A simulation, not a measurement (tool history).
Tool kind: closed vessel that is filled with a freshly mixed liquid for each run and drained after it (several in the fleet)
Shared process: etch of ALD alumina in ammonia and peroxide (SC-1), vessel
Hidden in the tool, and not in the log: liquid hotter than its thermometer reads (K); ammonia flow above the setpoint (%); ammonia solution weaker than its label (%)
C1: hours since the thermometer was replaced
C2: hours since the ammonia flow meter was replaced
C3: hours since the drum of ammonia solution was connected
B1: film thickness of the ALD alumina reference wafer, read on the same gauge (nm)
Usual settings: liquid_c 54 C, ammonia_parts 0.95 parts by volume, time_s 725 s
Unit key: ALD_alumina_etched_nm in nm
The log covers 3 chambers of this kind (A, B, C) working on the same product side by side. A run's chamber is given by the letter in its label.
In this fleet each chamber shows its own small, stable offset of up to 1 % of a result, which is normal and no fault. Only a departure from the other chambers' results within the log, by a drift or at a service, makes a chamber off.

run 1A hour=5.9 | liquid_c=54 ammonia_parts=0.95 time_s=725 | C1=882 C2=179.5 C3=212.5 | B1=119.97 | ALD_alumina_etched_nm=36.595
run 2B hour=9.5 | liquid_c=54 ammonia_parts=0.95 time_s=725 | C1=670.5 C2=1922.4 C3=643.1 | B1=119.99 | ALD_alumina_etched_nm=36.641
run 3C hour=12.7 | liquid_c=54 ammonia_parts=0.95 time_s=725 | C1=1466.2 C2=184.8 C3=173.4 | B1=119.97 | ALD_alumina_etched_nm=36.715
run 4A hour=19.1 | liquid_c=54 ammonia_parts=0.95 time_s=725 | C1=895.2 C2=192.7 C3=225.7 | B1=119.98 | ALD_alumina_etched_nm=36.883
run 5C hour=25.2 | liquid_c=54 ammonia_parts=0.95 time_s=725 | C1=1478.7 C2=197.3 C3=185.9 | B1=120.02 | ALD_alumina_etched_nm=37.174
run 6B hour=29 | liquid_c=54 ammonia_parts=0.95 time_s=725 | C1=690 C2=1941.9 C3=662.6 | B1=120.01 | ALD_alumina_etched_nm=36.935
run 7A hour=32.1 | liquid_c=54 ammonia_parts=0.95 time_s=725 | C1=908.2 C2=205.7 C3=238.7 | B1=119.97 | ALD_alumina_etched_nm=37.114
run 8B hour=38.1 | liquid_c=54 ammonia_parts=0.95 time_s=725 | C1=699.1 C2=1951 C3=671.7 | B1=120.03 | ALD_alumina_etched_nm=37.844
run 9C hour=43.3 | liquid_c=54 ammonia_parts=0.7 time_s=1150 | C1=1496.8 C2=215.4 C3=204 | B1=120.02 | ALD_alumina_etched_nm=57.455
run 10A hour=48.3 | liquid_c=54 ammonia_parts=0.7 time_s=1150 | C1=924.4 C2=221.9 C3=254.9 | B1=120.01 | ALD_alumina_etched_nm=55.512
run 11C hour=52.7 | liquid_c=54 ammonia_parts=0.7 time_s=1150 | C1=1506.2 C2=224.8 C3=213.4 | B1=120.02 | ALD_alumina_etched_nm=56.235
run 12B hour=56.6 | liquid_c=54 ammonia_parts=0.95 time_s=725 | C1=717.6 C2=1969.5 C3=690.2 | B1=120 | ALD_alumina_etched_nm=38.146
run 13B hour=62 | liquid_c=59 ammonia_parts=0.95 time_s=725 | C1=723 C2=1974.9 C3=695.6 | B1=120.03 | ALD_alumina_etched_nm=50.246
run 14A hour=65.3 | liquid_c=59 ammonia_parts=0.95 time_s=725 | C1=941.4 C2=238.9 C3=271.9 | B1=120 | ALD_alumina_etched_nm=47.464
run 15C hour=68.9 | liquid_c=59 ammonia_parts=0.95 time_s=725 | C1=1522.4 C2=241 C3=229.6 | B1=120.03 | ALD_alumina_etched_nm=48.126
run 16B hour=74 | liquid_c=54 ammonia_parts=0.95 time_s=725 | C1=735 C2=1986.9 C3=707.6 | B1=120 | ALD_alumina_etched_nm=40.393
-- hour=77.7 chamber B: ammonia flow meter replaced
run 17A hour=77.9 | liquid_c=54 ammonia_parts=0.95 time_s=725 | C1=954 C2=251.5 C3=284.5 | B1=120 | ALD_alumina_etched_nm=36.107
run 18C hour=81.5 | liquid_c=54 ammonia_parts=0.95 time_s=725 | C1=1535 C2=253.6 C3=242.2 | B1=119.95 | ALD_alumina_etched_nm=36.834
run 19B hour=87.4 | liquid_c=54 ammonia_parts=0.95 time_s=725 | C1=748.4 C2=9.8 C3=721 | B1=119.97 | ALD_alumina_etched_nm=40.452
run 20C hour=94 | liquid_c=54 ammonia_parts=0.95 time_s=315 | C1=1547.5 C2=266.1 C3=254.7 | B1=120.05 | ALD_alumina_etched_nm=15.899
run 21A hour=100.4 | liquid_c=54 ammonia_parts=0.95 time_s=315 | C1=976.5 C2=274 C3=307 | B1=120.03 | ALD_alumina_etched_nm=16.101

One chamber off, gauge drift, or nothing amiss beyond the chambers' own small offsets? If it is a chamber, which one, and what is the likeliest cause?

Little by little, chamber B moves away from the other chambers.
What lies behind it: liquid hotter than its thermometer reads (K) = 2.28.

Below are 4 candidate recipes for chamber B's next run, each the usual settings with a change, their results shown as question marks. Which of them brings B's results back in line with what the other chambers give on the usual settings?
Allowed miss from the other chambers' usual-settings mean, per result, to count as in line: ALD_alumina_etched_nm 1.2 nm
run 22B-1 hour=105.4 | liquid_c=53 ammonia_parts=0.95 time_s=670 | ALD_alumina_etched_nm=?
run 22B-2 hour=105.4 | liquid_c=52.5 ammonia_parts=0.95 time_s=725 | ALD_alumina_etched_nm=?
run 22B-3 hour=105.4 | liquid_c=54 ammonia_parts=0.95 time_s=820 | ALD_alumina_etched_nm=?
run 22B-4 hour=105.4 | liquid_c=54.5 ammonia_parts=0.95 time_s=755 | ALD_alumina_etched_nm=?

What the other chambers average on the usual settings: ALD_alumina_etched_nm 36.642 nm
run=22B-1 ALD_alumina_etched_nm=36.57
run=22B-2 ALD_alumina_etched_nm=38.536
run=22B-3 ALD_alumina_etched_nm=47.16
run=22B-4 ALD_alumina_etched_nm=44.578
It is 22B-1 that realigns the chamber with its peers.

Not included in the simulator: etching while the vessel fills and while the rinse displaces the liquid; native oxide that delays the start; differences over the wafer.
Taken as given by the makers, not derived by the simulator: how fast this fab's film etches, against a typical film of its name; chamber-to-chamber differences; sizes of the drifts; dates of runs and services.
